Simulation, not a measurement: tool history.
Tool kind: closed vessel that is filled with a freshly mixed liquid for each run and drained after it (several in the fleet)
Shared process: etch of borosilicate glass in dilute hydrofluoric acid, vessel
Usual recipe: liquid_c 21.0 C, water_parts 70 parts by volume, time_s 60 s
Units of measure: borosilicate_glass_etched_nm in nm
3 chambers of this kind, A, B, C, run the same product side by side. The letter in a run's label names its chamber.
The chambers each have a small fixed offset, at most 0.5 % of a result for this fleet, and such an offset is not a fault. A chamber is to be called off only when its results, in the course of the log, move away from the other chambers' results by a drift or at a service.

run,hour,liquid_c,water_parts,time_s,hours since the thermometer was replaced,hours since the hydrofluoric acid flow meter was replaced,"read-back film thickness of the borosilicate glass reference wafer, read on the same gauge (nm)",borosilicate_glass_etched_nm
1A,4.5,21.0,70,60,305.0,616.4,149.99,19.9970
2C,8.6,21.0,70,60,767.8,1480.5,150.00,20.1450
3B,13.5,21.0,70,60,576.9,1493.0,150.00,20.2630
4B,17.5,21.0,70,60,580.9,1497.0,150.02,20.3420
5A,20.7,21.0,70,60,321.2,632.6,150.00,20.1180
6C,24.8,21.0,70,60,784.0,1496.7,150.00,20.1550
7C,30.3,21.0,90,30,789.5,1502.2,150.01,7.6030
8A,34.7,21.0,90,30,335.2,646.6,150.01,7.5232
9B,37.9,21.0,90,30,601.3,1517.4,149.99,7.5621
10B,40.8,21.0,70,60,604.2,1520.3,149.99,20.0440
11C,45.8,21.0,70,60,805.0,1517.7,150.02,20.1410
12A,48.3,21.0,70,60,348.8,660.2,150.01,19.8530
13A,52.0,21.0,80,60,352.5,663.9,150.00,17.3060
14C,56.2,21.0,80,60,815.4,1528.1,150.00,17.4520
15B,60.6,21.0,80,60,624.0,1540.1,150.00,17.2980
16B,64.2,21.0,70,90,627.6,1543.7,149.99,29.5710
17A,68.0,21.0,70,90,368.5,679.9,149.99,30.1060
18C,73.0,21.0,70,90,832.2,1544.9,149.99,30.2240
19C,75.7,21.0,70,60,834.9,1547.6,150.00,20.2760
20A,80.3,21.0,70,60,380.8,692.2,150.02,19.9620
21B,83.6,23.5,70,60,647.0,1563.1,150.01,22.2580
22A,86.1,23.5,70,60,386.6,698.0,150.03,22.1620
23C,89.3,23.5,70,60,848.5,1561.2,149.99,22.4800
24B,92.1,17.0,90,60,655.5,1571.6,149.99,12.6140
25A,95.2,17.0,90,60,395.7,707.1,150.00,13.0200
26B,98.5,17.0,90,60,661.9,1578.0,150.00,12.5790
27C,102.6,21.0,70,60,861.8,1574.5,149.99,20.1330
28C,107.3,21.0,70,60,866.5,1579.2,149.99,20.2920
29B,112.4,21.0,70,60,675.8,1591.9,150.01,19.4600
30A,115.8,24.0,100,60,416.3,727.7,150.01,15.3120
31B,121.1,24.0,100,60,684.5,1600.6,149.99,14.8830
32A,125.8,24.0,100,60,426.3,737.7,150.00,15.2200
33C,128.6,23.5,70,35,887.8,1600.5,150.00,13.1860
34B,132.3,23.5,70,35,695.7,1611.8,149.98,12.5690
35A,137.7,23.5,70,35,438.2,749.6,150.01,12.9040
36C,140.1,21.0,70,60,899.3,1612.0,149.99,20.1620
37B,144.2,21.0,70,60,707.6,1623.7,149.98,19.1100
38A,148.8,21.0,70,60,449.3,760.7,150.02,19.8810
# hour 151.5: chamber A: hydrofluoric acid flow meter replaced
39C,151.8,21.0,70,60,911.0,1623.7,149.97,20.0840
40A,156.7,21.0,70,60,457.2,5.3,150.01,20.1940
41B,159.4,21.0,70,60,722.8,1638.9,149.99,18.9340
42C,162.9,18.0,70,85,922.1,1634.8,149.99,25.1820
43C,166.4,18.0,70,85,925.6,1638.3,149.98,25.1410

Is one chamber off against the others, does the gauge drift, or is nothing wrong? If a chamber is off, say which, and what the likeliest cause is.

It is chamber B that slowly wanders off from its peers.
Likeliest cause: liquid colder than its thermometer reads (K) = 1.48.
The log might look much the same if the cause were instead: hydrofluoric acid flow below the setpoint (%).

Chamber B could run next with any of the 4 candidate recipes listed below; each alters the usual settings, and their results appear as question marks. Which one brings its results back in line with what the other chambers deliver on the usual settings?
In line means no further than this from the other chambers' mean on the usual settings: borosilicate_glass_etched_nm 0.4800 nm
44B-1,170.3,23.5,70,60,,,,?
44B-2,170.3,22.5,70,60,,,,?
44B-3,170.3,20.5,70,55,,,,?
44B-4,170.3,19.5,70,60,,,,?

Other chambers, usual settings, mean: borosilicate_glass_etched_nm 20.1070 nm
run,borosilicate_glass_etched_nm
44B-1,20.9630
44B-2,20.1050
44B-3,16.9420
44B-4,17.7070
44B-2 brings the chamber back in line.
